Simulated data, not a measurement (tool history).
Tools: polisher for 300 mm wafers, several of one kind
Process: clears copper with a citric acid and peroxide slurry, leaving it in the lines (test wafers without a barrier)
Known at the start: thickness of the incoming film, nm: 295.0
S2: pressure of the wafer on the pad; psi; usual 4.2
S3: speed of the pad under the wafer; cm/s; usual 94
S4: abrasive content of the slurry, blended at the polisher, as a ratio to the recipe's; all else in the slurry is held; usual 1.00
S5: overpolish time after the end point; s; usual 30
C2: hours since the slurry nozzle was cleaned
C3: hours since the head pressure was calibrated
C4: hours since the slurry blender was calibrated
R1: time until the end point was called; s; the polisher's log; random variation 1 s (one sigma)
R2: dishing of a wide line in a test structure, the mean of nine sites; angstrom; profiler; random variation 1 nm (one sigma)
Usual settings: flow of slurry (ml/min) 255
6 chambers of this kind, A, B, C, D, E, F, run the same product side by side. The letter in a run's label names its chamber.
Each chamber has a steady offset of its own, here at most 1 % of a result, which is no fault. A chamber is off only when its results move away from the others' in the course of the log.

At hour 2.0: chamber B: slurry blender recalibrated.
At hour 5.4: chamber D: slurry blender recalibrated.
Run 1B, hour 10.7: usual settings; wafers polished on this pad 594; C2 24.4; C3 613.4; C4 8.8. Result: R1 85.237 s, R2 536.64 angstrom.
At hour 14.6: chamber E: head pressure recalibrated.
Run 2C, hour 22.4: usual settings; wafers polished on this pad 547; C2 26.3; C3 301.8; C4 68.3. Result: R1 86.278 s, R2 518.47 angstrom.
At hour 25.4: chamber B: worn pad replaced by a new one.
Run 3E, hour 29.3: usual settings; wafers polished on this pad 771; C2 290.6; C3 14.8; C4 224.8. Result: R1 87.625 s, R2 530.24 angstrom.
Run 4F, hour 36.3: usual settings; wafers polished on this pad 627; C2 606.9; C3 276.7; C4 132.8. Result: R1 87.445 s, R2 517.74 angstrom.
At hour 39.4: chamber D: worn pad replaced by a new one.
Run 5D, hour 43.1: usual settings; wafers polished on this pad 39; C2 384.7; C3 951.7; C4 37.8. Result: R1 85.189 s, R2 537.26 angstrom.
At hour 50.0: chamber E: worn pad replaced by a new one.
At hour 52.2: chamber A: slurry nozzle cleaned.
Run 6A, hour 52.4: usual settings; wafers polished on this pad 652; C2 0.2; C3 1020.1; C4 220.6. Result: R1 86.051 s, R2 547.13 angstrom.
Run 7A, hour 62.4: usual settings; wafers polished on this pad 757; C2 10.2; C3 1030.1; C4 230.6. Result: R1 86.063 s, R2 554.95 angstrom.
At hour 70.9: chamber C: worn pad replaced by a new one.
Run 8B, hour 72.8: usual settings; wafers polished on this pad 500; C2 86.5; C3 675.5; C4 70.9. Result: R1 86.441 s, R2 546.04 angstrom.
At hour 79.8: chamber E: slurry nozzle cleaned.
Run 9F, hour 80.1: usual settings; wafers polished on this pad 1089; C2 650.7; C3 320.5; C4 176.6. Result: R1 86.837 s, R2 546.45 angstrom.
Run 10C, hour 89.5: usual settings; wafers polished on this pad 196; C2 93.4; C3 368.9; C4 135.4. Result: R1 85.340 s, R2 536.70 angstrom.
At hour 92.7: chamber F: worn pad replaced by a new one.
At hour 99.2: chamber A: worn pad replaced by a new one.
Run 11D, hour 100.0: usual settings; wafers polished on this pad 640; C2 441.6; C3 1008.6; C4 94.7. Result: R1 86.205 s, R2 529.92 angstrom.
Run 12E, hour 109.1: usual settings; wafers polished on this pad 624; C2 29.3; C3 94.6; C4 304.6. Result: R1 83.643 s, R2 547.65 angstrom.
At hour 110.7: chamber B: worn pad replaced by a new one.
Run 13F, hour 121.5: usual settings; wafers polished on this pad 304; C2 692.1; C3 361.9; C4 218.0. Result: R1 87.975 s, R2 548.20 angstrom.
Run 14A, hour 127.6: usual settings; wafers polished on this pad 299; C2 75.4; C3 1095.3; C4 295.8. Result: R1 84.857 s, R2 534.07 angstrom.
Run 15B, hour 134.5: usual settings; wafers polished on this pad 251; C2 148.2; C3 737.2; C4 132.6. Result: R1 85.431 s, R2 546.89 angstrom.
At hour 143.5: chamber E: worn pad replaced by a new one.
Run 16C, hour 146.6: usual settings; wafers polished on this pad 799; C2 150.5; C3 426.0; C4 192.5. Result: R1 88.046 s, R2 528.46 angstrom.
At hour 146.9: chamber B: slurry blender recalibrated.
At hour 157.6: chamber D: worn pad replaced by a new one.
Run 17E, hour 157.9: usual settings; wafers polished on this pad 152; C2 78.1; C3 143.4; C4 353.4. Result: R1 85.625 s, R2 544.45 angstrom.
At hour 163.4: chamber C: worn pad replaced by a new one.
Run 18D, hour 167.6: usual settings; wafers polished on this pad 106; C2 509.2; C3 1076.2; C4 162.3. Result: R1 87.371 s, R2 543.56 angstrom.
At hour 173.0: chamber F: slurry blender recalibrated.
Run 19A, hour 178.0: usual settings; wafers polished on this pad 831; C2 125.8; C3 1145.7; C4 346.2. Result: R1 86.402 s, R2 543.22 angstrom.
Run 20E, hour 185.0: usual settings; wafers polished on this pad 438; C2 105.2; C3 170.5; C4 380.5. Result: R1 86.354 s, R2 535.96 angstrom.
At hour 185.2: chamber B: worn pad replaced by a new one.
Run 21C, hour 193.0: usual settings; wafers polished on this pad 312; C2 196.9; C3 472.4; C4 238.9. Result: R1 84.879 s, R2 520.46 angstrom.
At hour 193.3: chamber A: slurry blender recalibrated.
At hour 195.1: chamber C: slurry blender recalibrated.
At hour 198.9: chamber B: slurry nozzle cleaned.
At hour 202.2: chamber B: head pressure recalibrated.
Run 22D, hour 203.6: usual settings; wafers polished on this pad 485; C2 545.2; C3 1112.2; C4 198.3. Result: R1 87.601 s, R2 536.31 angstrom.
At hour 208.6: chamber C: slurry nozzle cleaned.
Run 23B, hour 212.4: usual settings; wafers polished on this pad 287; C2 13.6; C3 10.2; C4 65.5. Result: R1 86.442 s, R2 542.19 angstrom.
At hour 213.6: chamber A: worn pad replaced by a new one.
Run 24F, hour 221.8: usual settings but S5 45 s; wafers polished on this pad 1363; C2 792.4; C3 462.2; C4 48.8. Result: R1 86.614 s, R2 686.75 angstrom.
At hour 224.0: chamber E: slurry blender recalibrated.
At hour 225.4: chamber F: worn pad replaced by a new one.
Run 25C, hour 227.9: usual settings but S5 45 s; wafers polished on this pad 680; C2 19.3; C3 507.3; C4 32.8. Result: R1 85.751 s, R2 661.76 angstrom.
Run 26E, hour 238.5: usual settings but S5 45 s; wafers polished on this pad 1003; C2 158.7; C3 224.0; C4 14.5. Result: R1 85.281 s, R2 660.39 angstrom.
At hour 239.1: chamber E: worn pad replaced by a new one.
Run 27F, hour 247.6: usual settings but S5 45 s; wafers polished on this pad 234; C2 818.2; C3 488.0; C4 74.6. Result: R1 86.107 s, R2 674.08 angstrom.
Run 28A, hour 256.8: usual settings but S5 45 s; wafers polished on this pad 456; C2 204.6; C3 1224.5; C4 63.5. Result: R1 86.012 s, R2 661.98 angstrom.
At hour 258.3: chamber C: worn pad replaced by a new one.
Run 29D, hour 268.5: usual settings but S5 45 s; wafers polished on this pad 1170; C2 610.1; C3 1177.1; C4 263.2. Result: R1 87.864 s, R2 692.23 angstrom.
At hour 269.5: chamber B: worn pad replaced by a new one.
At hour 278.7: chamber D: worn pad replaced by a new one.
Run 30B, hour 280.2: usual settings but S2 3.3 psi, S3 62 cm/s; wafers polished on this pad 113; C2 81.4; C3 78.0; C4 133.3. Result: R1 164.260 s, R2 347.25 angstrom.
At hour 286.0: chamber C: head pressure recalibrated.
Run 31E, hour 289.4: usual settings but S2 3.3 psi, S3 62 cm/s; wafers polished on this pad 531; C2 209.6; C3 274.9; C4 65.4. Result: R1 164.860 s, R2 336.81 angstrom.
At hour 289.8: chamber F: slurry nozzle cleaned.
Run 32A, hour 299.0: usual settings but S2 3.3 psi, S3 62 cm/s; wafers polished on this pad 901; C2 246.8; C3 1266.7; C4 105.7. Result: R1 161.500 s, R2 327.82 angstrom.
At hour 303.5: chamber B: slurry blender recalibrated.
Run 33C, hour 306.1: usual settings but S2 3.3 psi, S3 62 cm/s; wafers polished on this pad 504; C2 97.5; C3 20.1; C4 111.0. Result: R1 161.060 s, R2 330.41 angstrom.
Run 34F, hour 312.8: usual settings but S2 3.3 psi, S3 62 cm/s; wafers polished on this pad 922; C2 23.0; C3 553.2; C4 139.8. Result: R1 163.280 s, R2 339.10 angstrom.
At hour 317.5: chamber D: slurry nozzle cleaned.
Run 35B, hour 325.5: usual settings but S2 3.3 psi, S3 62 cm/s; wafers polished on this pad 591; C2 126.7; C3 123.3; C4 22.0. Result: R1 162.350 s, R2 345.12 angstrom.
At hour 327.4: chamber E: worn pad replaced by a new one.
At hour 333.5: chamber F: worn pad replaced by a new one.
At hour 334.8: chamber D: head pressure recalibrated.
At hour 336.6: chamber A: worn pad replaced by a new one.
Run 36D, hour 337.3: usual settings; wafers polished on this pad 618; C2 19.9; C3 2.5; C4 332.0. Result: R1 86.438 s, R2 539.99 angstrom.
Run 37A, hour 346.6: usual settings; wafers polished on this pad 106; C2 294.4; C3 1314.3; C4 153.3. Result: R1 87.455 s, R2 560.01 angstrom.
At hour 347.4: chamber B: worn pad replaced by a new one.
Run 38B, hour 352.3: usual settings; wafers polished on this pad 52; C2 153.5; C3 150.1; C4 48.8. Result: R1 83.845 s, R2 549.98 angstrom.
At hour 353.6: chamber F: head pressure recalibrated.
At hour 354.6: chamber C: worn pad replaced by a new one.
Run 39F, hour 358.3: usual settings; wafers polished on this pad 262; C2 68.5; C3 4.8; C4 185.3. Result: R1 86.027 s, R2 525.85 angstrom.
Run 40D, hour 366.6: usual settings; wafers polished on this pad 928; C2 49.2; C3 31.8; C4 361.3. Result: R1 88.874 s, R2 535.25 angstrom.
Run 41C, hour 375.8: usual settings; wafers polished on this pad 224; C2 167.2; C3 89.8; C4 180.7. Result: R1 85.776 s, R2 537.94 angstrom.
Run 42E, hour 384.8: usual settings but S3 78 cm/s, S4 1.15; wafers polished on this pad 606; C2 305.0; C3 370.3; C4 160.8. Result: R1 100.650 s, R2 502.09 angstrom.
Run 43A, hour 393.5: usual settings but S3 78 cm/s, S4 1.15; wafers polished on this pad 601; C2 341.3; C3 1361.2; C4 200.2. Result: R1 101.220 s, R2 488.64 angstrom.

All 6 chambers run these settings next. Forecast each chamber's results:
Run 44A, hour 402.8: usual settings but S5 37 s. Result: R1 ?, R2 ?.
Run 44B, hour 402.8: usual settings but S5 37 s. Result: R1 ?, R2 ?.
Run 44C, hour 402.8: usual settings but S5 37 s. Result: R1 ?, R2 ?.
Run 44D, hour 402.8: usual settings but S5 37 s. Result: R1 ?, R2 ?.
Run 44E, hour 402.8: usual settings but S5 37 s. Result: R1 ?, R2 ?.
Run 44F, hour 402.8: usual settings but S5 37 s. Result: R1 ?, R2 ?.

run      R1      R2
44A  84.692  609.43
44B  86.879  630.32
44C  86.343  590.09
44D  86.250  610.70
44E  86.624  614.32
44F  86.494  621.44

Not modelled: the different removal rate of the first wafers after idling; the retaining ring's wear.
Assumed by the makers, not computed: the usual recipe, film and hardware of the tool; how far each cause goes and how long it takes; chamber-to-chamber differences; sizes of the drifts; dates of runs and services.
